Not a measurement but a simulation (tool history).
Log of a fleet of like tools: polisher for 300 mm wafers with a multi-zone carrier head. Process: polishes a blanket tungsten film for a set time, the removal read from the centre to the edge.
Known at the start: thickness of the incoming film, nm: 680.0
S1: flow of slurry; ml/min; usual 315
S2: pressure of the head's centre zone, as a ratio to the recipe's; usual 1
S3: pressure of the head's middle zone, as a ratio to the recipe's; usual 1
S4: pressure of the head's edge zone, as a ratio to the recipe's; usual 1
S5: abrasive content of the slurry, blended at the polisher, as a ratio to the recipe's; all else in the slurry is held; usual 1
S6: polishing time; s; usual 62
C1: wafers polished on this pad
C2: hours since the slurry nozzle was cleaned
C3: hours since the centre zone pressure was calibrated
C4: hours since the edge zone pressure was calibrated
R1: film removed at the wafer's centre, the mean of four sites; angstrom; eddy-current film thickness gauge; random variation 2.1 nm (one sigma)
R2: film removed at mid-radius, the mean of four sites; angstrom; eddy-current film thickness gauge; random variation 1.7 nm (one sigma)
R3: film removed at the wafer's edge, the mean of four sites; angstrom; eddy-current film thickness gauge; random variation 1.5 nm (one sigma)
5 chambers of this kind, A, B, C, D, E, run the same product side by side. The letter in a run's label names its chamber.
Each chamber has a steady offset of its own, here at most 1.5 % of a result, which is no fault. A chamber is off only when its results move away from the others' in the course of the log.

run	hour	S1	S2	S3	S4	S5	S6	C1	C2	C3	C4	R1	R2	R3
# hour 8.5: chamber A: worn pad replaced by a new one
1C	11.1	315	1	1	1	1	62	464	544	840.8	462.6	2218.3	2170.4	2209.6
# hour 14.3: chamber D: centre zone pressure recalibrated
2E	18.9	315	1	1	1	1	62	895	167.1	973.9	405.2	2222.7	2193.6	2205.7
# hour 26.2: chamber C: centre zone pressure recalibrated
3B	33.1	315	1	1	1	1	62	546	153.4	760.6	602.4	2205.8	2187.9	2189.7
4D	43.2	315	1	1	1	1	62	1089	88.2	28.9	931	2225.7	2204.4	2204.2
5A	57.5	315	1	1	1	1	62	423	483.6	727.5	525.3	2235	2243.1	2212.4
# hour 64.8: chamber E: worn pad replaced by a new one
6D	69.4	315	1	1	1	1	62	1315	114.4	55.1	957.2	2210	2231.4	2224.2
7B	76	350	1	1	1	1	53	916	196.3	803.5	645.3	1924.1	1904.9	1876.5
# hour 76.3: chamber E: centre zone pressure recalibrated
# hour 81.9: chamber B: worn pad replaced by a new one
# hour 84.5: chamber D: worn pad replaced by a new one
# hour 84.8: chamber A: slurry nozzle cleaned
8A	85.9	350	1	1	1	1	53	668	1.2	755.9	553.7	1926.8	1918.1	1893.5
# hour 93.8: chamber C: slurry nozzle cleaned
9E	94.5	350	1	1	1	1	53	257	242.7	18.2	480.8	1893.7	1885.4	1893.6
10C	103.4	350	1	1	1	1	53	1261	9.7	77.3	554.9	1909.2	1896.3	1919.7
# hour 106.4: chamber A: worn pad replaced by a new one
11D	112.3	350	1	1	1	1	53	240	157.3	98	1000.1	1915.4	1902.4	1894
# hour 118.7: chamber E: slurry nozzle cleaned
12B	122.1	315	1	1	1	1	62	347	242.4	849.6	691.4	2173.9	2185.4	2204.7
13E	136.5	315	1	1	1	1	62	619	17.9	60.2	522.8	2230.6	2175.3	2205.2
# hour 137.6: chamber B: centre zone pressure recalibrated
14C	150.9	315	1	1	1	1	62	1671	57.2	124.8	602.4	2150.5	2160.9	2195.3
15A	161.6	315	1	1	1	1.2	72	476	76.9	831.6	629.4	2676.3	2699.6	2721.1
16E	175.7	315	1	1	1	1.2	72	958	57.1	99.4	562	2655.2	2673.9	2675.1
# hour 185.4: chamber E: worn pad replaced by a new one
17C	187.1	315	1	1	1	1.2	72	1984	93.4	161	638.6	2618.6	2589.5	2625.5
# hour 190.9: chamber A: worn pad replaced by a new one
# hour 192.3: chamber B: worn pad replaced by a new one
18D	200.8	315	1	1	1	1.2	72	1005	245.8	186.5	1088.6	2730.5	2681.5	2687.7
19B	212.9	315	1	1	1	1.2	72	178	333.2	75.3	782.2	2730	2622.2	2664.7
20A	225.2	315	1	1	1	1	62	296	140.5	895.2	693	2233.4	2208	2197.6
21A	234.7	315	1	1	1	1	62	378	150	904.7	702.5	2217	2203.9	2219.9
22B	244.3	315	1	1	1	1	62	449	364.6	106.7	813.6	2200	2170.1	2190.2
23D	251.8	315	1	1	1	1	62	1445	296.8	237.5	1139.6	2215.4	2208.1	2228.6
# hour 253.4: chamber B: slurry nozzle cleaned
# hour 254.6: chamber D: worn pad replaced by a new one
24E	258.4	315	1	1	1	1	62	630	139.8	182.1	644.7	2237.1	2160.8	2214.6
# hour 264.5: chamber D: slurry nozzle cleaned
25C	265.8	315	1	1	1	1	62	2663	172.1	239.7	717.3	2081.4	2108.7	2092
26B	277.5	315	1	1	1	1	62	736	24.1	139.9	846.8	2192.7	2203	2184.7
# hour 287.9: chamber A: worn pad replaced by a new one
27A	290.4	315	1	1	1	1	62	22	205.7	960.4	758.2	2244.4	2216.7	2222.7
28E	298	315	1	1	1	1	62	972	179.4	221.7	684.3	2165.2	2214.8	2206.3
29C	305.6	315	1	1	1	1	62	3007	211.9	279.5	757.1	2091.5	2071.1	2076
30D	312.4	270	1	1	1	1	62	499	48	298.1	1200.2	2209.2	2176.7	2185.7

Next, every chamber runs the same settings. What will each give?
31A	322.8	370	1	1	1	1	62					?	?	?
31B	322.8	370	1	1	1	1	62					?	?	?
31C	322.8	370	1	1	1	1	62					?	?	?
31D	322.8	370	1	1	1	1	62					?	?	?
31E	322.8	370	1	1	1	1	62					?	?	?

run	R1	R2	R3
31A	2223.7	2268.4	2220.4
31B	2242.3	2206	2204.9
31C	2126.3	2104.9	2088.4
31D	2275.1	2251.8	2238.1
31E	2256.3	2226.2	2241
